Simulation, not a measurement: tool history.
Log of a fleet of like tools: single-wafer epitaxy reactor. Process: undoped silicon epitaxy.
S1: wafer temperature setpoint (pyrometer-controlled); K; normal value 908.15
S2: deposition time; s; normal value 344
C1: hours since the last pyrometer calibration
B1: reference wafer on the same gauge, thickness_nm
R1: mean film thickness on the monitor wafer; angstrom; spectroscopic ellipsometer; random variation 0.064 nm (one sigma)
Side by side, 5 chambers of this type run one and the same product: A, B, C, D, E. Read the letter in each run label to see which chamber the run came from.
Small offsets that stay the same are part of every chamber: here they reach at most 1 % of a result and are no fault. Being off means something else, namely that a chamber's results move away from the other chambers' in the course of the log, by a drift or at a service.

Run 1A, hour 11.2: usual settings; C1 328.3; B1 42.577. Result: R1 411.26 angstrom.
Run 2E, hour 21.6: usual settings; C1 1379.5; B1 42.594. Result: R1 413.4 angstrom.
Run 3D, hour 32.4: usual settings; C1 891.5; B1 42.58. Result: R1 416.8 angstrom.
Run 4B, hour 40.5: usual settings; C1 397.9; B1 42.553. Result: R1 412.6 angstrom.
Run 5C, hour 46: usual settings; C1 2197.7; B1 42.566. Result: R1 411.01 angstrom.
Run 6C, hour 55.4: usual settings; C1 2207.1; B1 42.558. Result: R1 411.51 angstrom.
Run 7D, hour 64.6: usual settings; C1 923.7; B1 42.549. Result: R1 418.77 angstrom.
Run 8B, hour 75.9: usual settings; C1 433.3; B1 42.527. Result: R1 411.3 angstrom.
Run 9E, hour 83: usual settings; C1 1440.9; B1 42.528. Result: R1 413.05 angstrom.
Run 10A, hour 93.3: usual settings; C1 410.4; B1 42.503. Result: R1 411.43 angstrom.
Run 11A, hour 99.6: usual settings; C1 416.7; B1 42.495. Result: R1 410.2 angstrom.
At hour 100.5: chamber C: pyrometer calibrated.
Run 12C, hour 107.7: usual settings but S1 921.15 K; C1 7.2; B1 42.506. Result: R1 549.7 angstrom.
Run 13D, hour 117.9: usual settings but S1 921.15 K; C1 977; B1 42.482. Result: R1 556.45 angstrom.
Run 14E, hour 125.8: usual settings but S1 921.15 K; C1 1483.7; B1 42.49. Result: R1 552.04 angstrom.
Run 15B, hour 131.4: usual settings but S1 921.15 K; C1 488.8; B1 42.464. Result: R1 550.86 angstrom.
Run 16B, hour 139.8: usual settings but S1 921.15 K; C1 497.2; B1 42.472. Result: R1 550.5 angstrom.
Run 17E, hour 145.6: usual settings; C1 1503.5; B1 42.446. Result: R1 413.2 angstrom.
Run 18D, hour 150.9: usual settings; C1 1010; B1 42.467. Result: R1 416.07 angstrom.
Run 19A, hour 161.8: usual settings; C1 478.9; B1 42.454. Result: R1 410.6 angstrom.
Run 20C, hour 167.9: usual settings but S2 303 s; C1 67.4; B1 42.446. Result: R1 359.06 angstrom.
Run 21E, hour 174.1: usual settings but S2 303 s; C1 1532; B1 42.416. Result: R1 364.92 angstrom.
Run 22B, hour 184.8: usual settings but S2 303 s; C1 542.2; B1 42.426. Result: R1 362.06 angstrom.
Run 23A, hour 195.4: usual settings but S2 303 s; C1 512.5; B1 42.42. Result: R1 361.61 angstrom.
Run 24D, hour 205.6: usual settings but S2 303 s; C1 1064.7; B1 42.401. Result: R1 366.9 angstrom.
Run 25C, hour 216.6: usual settings; C1 116.1; B1 42.399. Result: R1 409.47 angstrom.
At hour 217.5: chamber E: pyrometer calibrated.
Run 26D, hour 223.9: usual settings; C1 1083; B1 42.39. Result: R1 416.37 angstrom.
Run 27A, hour 229.6: usual settings; C1 546.7; B1 42.37. Result: R1 409.94 angstrom.
Run 28E, hour 239.8: usual settings; C1 22.4; B1 42.353. Result: R1 411.18 angstrom.
Run 29C, hour 247.2: usual settings but S1 894.15 K, S2 304 s; C1 146.7; B1 42.356. Result: R1 260.53 angstrom.
Run 30B, hour 259: usual settings but S1 894.15 K, S2 304 s; C1 616.4; B1 42.375. Result: R1 262.66 angstrom.
Run 31B, hour 266.5: usual settings but S1 894.15 K, S2 304 s; C1 623.9; B1 42.341. Result: R1 262.61 angstrom.
Run 32D, hour 272: usual settings but S1 894.15 K, S2 304 s; C1 1131.1; B1 42.321. Result: R1 265.73 angstrom.

All 5 chambers run these settings next. Forecast each chamber's results:
Run 33A, hour 280.8: usual settings. Result: R1 ?.
Run 33B, hour 280.8: usual settings. Result: R1 ?.
Run 33C, hour 280.8: usual settings. Result: R1 ?.
Run 33D, hour 280.8: usual settings. Result: R1 ?.
Run 33E, hour 280.8: usual settings. Result: R1 ?.

run      R1
33A  408.65
33B  409.83
33C  408.27
33D  413.76
33E  411.22
